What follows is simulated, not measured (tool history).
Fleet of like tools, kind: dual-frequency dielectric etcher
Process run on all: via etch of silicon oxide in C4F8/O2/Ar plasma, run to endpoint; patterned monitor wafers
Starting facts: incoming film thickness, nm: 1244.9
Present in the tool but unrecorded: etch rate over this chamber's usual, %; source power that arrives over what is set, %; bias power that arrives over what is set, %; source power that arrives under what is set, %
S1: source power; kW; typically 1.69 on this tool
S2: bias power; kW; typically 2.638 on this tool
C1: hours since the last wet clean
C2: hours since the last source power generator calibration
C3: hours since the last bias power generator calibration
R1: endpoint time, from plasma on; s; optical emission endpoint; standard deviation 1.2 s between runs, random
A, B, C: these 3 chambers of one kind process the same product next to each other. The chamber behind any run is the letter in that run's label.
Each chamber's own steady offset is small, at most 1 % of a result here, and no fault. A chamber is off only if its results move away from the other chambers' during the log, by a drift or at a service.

run,hour,S1,S2,C1,C2,C3,R1
# hour 5.3: chamber B: wet clean of the chamber
1C,9.8,1.69,2.638,62.9,656.4,4286.8,239.95
2A,18.5,1.69,2.638,335.4,2125.8,818.9,244.49
3B,30.4,1.69,2.638,25.1,4063.3,1015.2,244.14
4A,36.6,1.69,2.638,353.5,2143.9,837,243.92
5C,45.5,1.69,2.638,98.6,692.1,4322.5,244.17
6B,56.5,1.69,2.638,51.2,4089.4,1041.3,241.61
# hour 58.7: chamber A: wet clean of the chamber
7B,67.9,1.69,2.638,62.6,4100.8,1052.7,242.96
8A,76,1.48,2.324,17.3,2183.3,876.4,268.43
9C,87.7,1.48,2.324,140.8,734.3,4364.7,264.89
10B,96.4,1.48,2.324,91.1,4129.3,1081.2,263.49
11A,105.1,1.69,2.638,46.4,2212.4,905.5,244.25
12C,116.7,1.69,2.638,169.8,763.3,4393.7,242.85
13A,127.7,1.69,2.638,69,2235,928.1,244.58
14C,134.6,1.44,2.237,187.7,781.2,4411.6,268.61
15B,141.3,1.44,2.237,136,4174.2,1126.1,271.82
16A,152.9,1.44,2.237,94.2,2260.2,953.3,272.65
17C,162,1.69,2.981,215.1,808.6,4439,231.71
18B,169.3,1.69,2.981,164,4202.2,1154.1,232.83
19B,180.3,1.69,2.981,175,4213.2,1165.1,233.5
20C,191.6,1.99,2.638,244.7,838.2,4468.6,223.81
# hour 198.7: chamber B: source power generator calibrated
21A,201.8,1.99,2.638,143.1,2309.1,1002.2,229.04
22C,211.7,1.99,2.638,264.8,858.3,4488.7,224.73
23A,217.4,1.69,2.638,158.7,2324.7,1017.8,245.47
24B,227.5,1.69,2.638,222.2,28.8,1212.3,244.08
25A,239.4,1.69,2.638,180.7,2346.7,1039.8,243.98
26B,246.3,1.69,2.638,241,47.6,1231.1,242.86

For the next run the whole fleet of 3 chambers uses the same settings. Give each chamber's results:
27A,255.2,1.69,2.638,,,,?
27B,255.2,1.69,2.638,,,,?
27C,255.2,1.69,2.638,,,,?

run,R1
27A,244.04
27B,242.83
27C,241.11

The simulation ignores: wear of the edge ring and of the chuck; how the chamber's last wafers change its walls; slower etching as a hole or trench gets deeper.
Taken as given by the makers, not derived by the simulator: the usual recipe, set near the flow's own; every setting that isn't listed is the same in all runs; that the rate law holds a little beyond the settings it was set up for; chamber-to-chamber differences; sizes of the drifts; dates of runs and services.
